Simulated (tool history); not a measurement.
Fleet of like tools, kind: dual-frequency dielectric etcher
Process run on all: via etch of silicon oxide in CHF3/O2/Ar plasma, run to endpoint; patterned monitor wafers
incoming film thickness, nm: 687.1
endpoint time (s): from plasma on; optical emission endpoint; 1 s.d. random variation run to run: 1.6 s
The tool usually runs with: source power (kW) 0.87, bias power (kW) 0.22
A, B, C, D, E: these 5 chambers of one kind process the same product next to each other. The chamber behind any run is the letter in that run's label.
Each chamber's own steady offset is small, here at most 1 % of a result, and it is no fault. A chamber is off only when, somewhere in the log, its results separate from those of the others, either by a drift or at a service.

run,hour,source power (kW),bias power (kW),endpoint time (s)
1E,4.2,0.87,0.22,280.95
2A,13.8,0.87,0.22,282.47
3B,21.5,0.87,0.22,279.59
4C,26.4,0.87,0.22,281.61
5D,30.8,0.87,0.22,282.63
6B,39.7,1.01,0.22,264.97
7D,46.4,1.01,0.22,266.56
8C,53.1,1.01,0.22,265.4
9E,57.4,1.01,0.22,267.46
10A,63.7,1.01,0.22,269.41
11B,72.2,0.87,0.22,282.84
12A,81.3,0.87,0.269,262.85
13C,88.7,0.87,0.269,263.82
14D,93,0.87,0.269,264.06
15E,98,0.87,0.269,262.08
16C,103.7,0.87,0.269,262.81
17D,113.4,0.87,0.22,281.48
18B,119.9,0.87,0.22,279.83
19A,127.3,0.87,0.22,281.43
20E,132.9,0.87,0.22,280.02
# hour 139.9: chamber E: wet clean of the chamber
21D,141.9,0.87,0.22,281.69
22E,146.6,0.87,0.22,279.12
23A,155.9,0.87,0.22,282.57
# hour 163.8: chamber C: wet clean of the chamber
24B,165.1,0.87,0.22,283.61
25C,174.1,0.87,0.22,282.11
26C,182.9,0.87,0.22,281.31
27D,188.1,0.87,0.22,283.6
28E,192.9,0.87,0.22,280.56
# hour 199.8: chamber B: wet clean of the chamber
29B,202.5,0.87,0.22,279.15
30A,211.6,0.87,0.22,282.81
31E,218.5,0.87,0.22,282.12
32A,224.8,1.01,0.181,287.92
33D,234.4,1.01,0.181,287.53
34B,243.4,1.01,0.181,281.39
35C,253.1,1.01,0.181,283.2
36D,260.8,1.01,0.181,283.02
37B,267.2,0.87,0.22,277.56
# hour 268: chamber A: wet clean of the chamber
38C,273,0.87,0.199,293.6
39E,280.3,0.87,0.199,291.74
40A,284.6,0.87,0.199,292.36
41E,291.7,0.87,0.199,291.08
42A,296.3,0.87,0.199,292.38

What goes on in this fleet: one chamber off, a drifting gauge, or nothing beyond the chambers' own small offsets? Name the chamber and the cause, if any.

The fleet is healthy, with each chamber sitting at its usual small offset and no drift in the gauge.
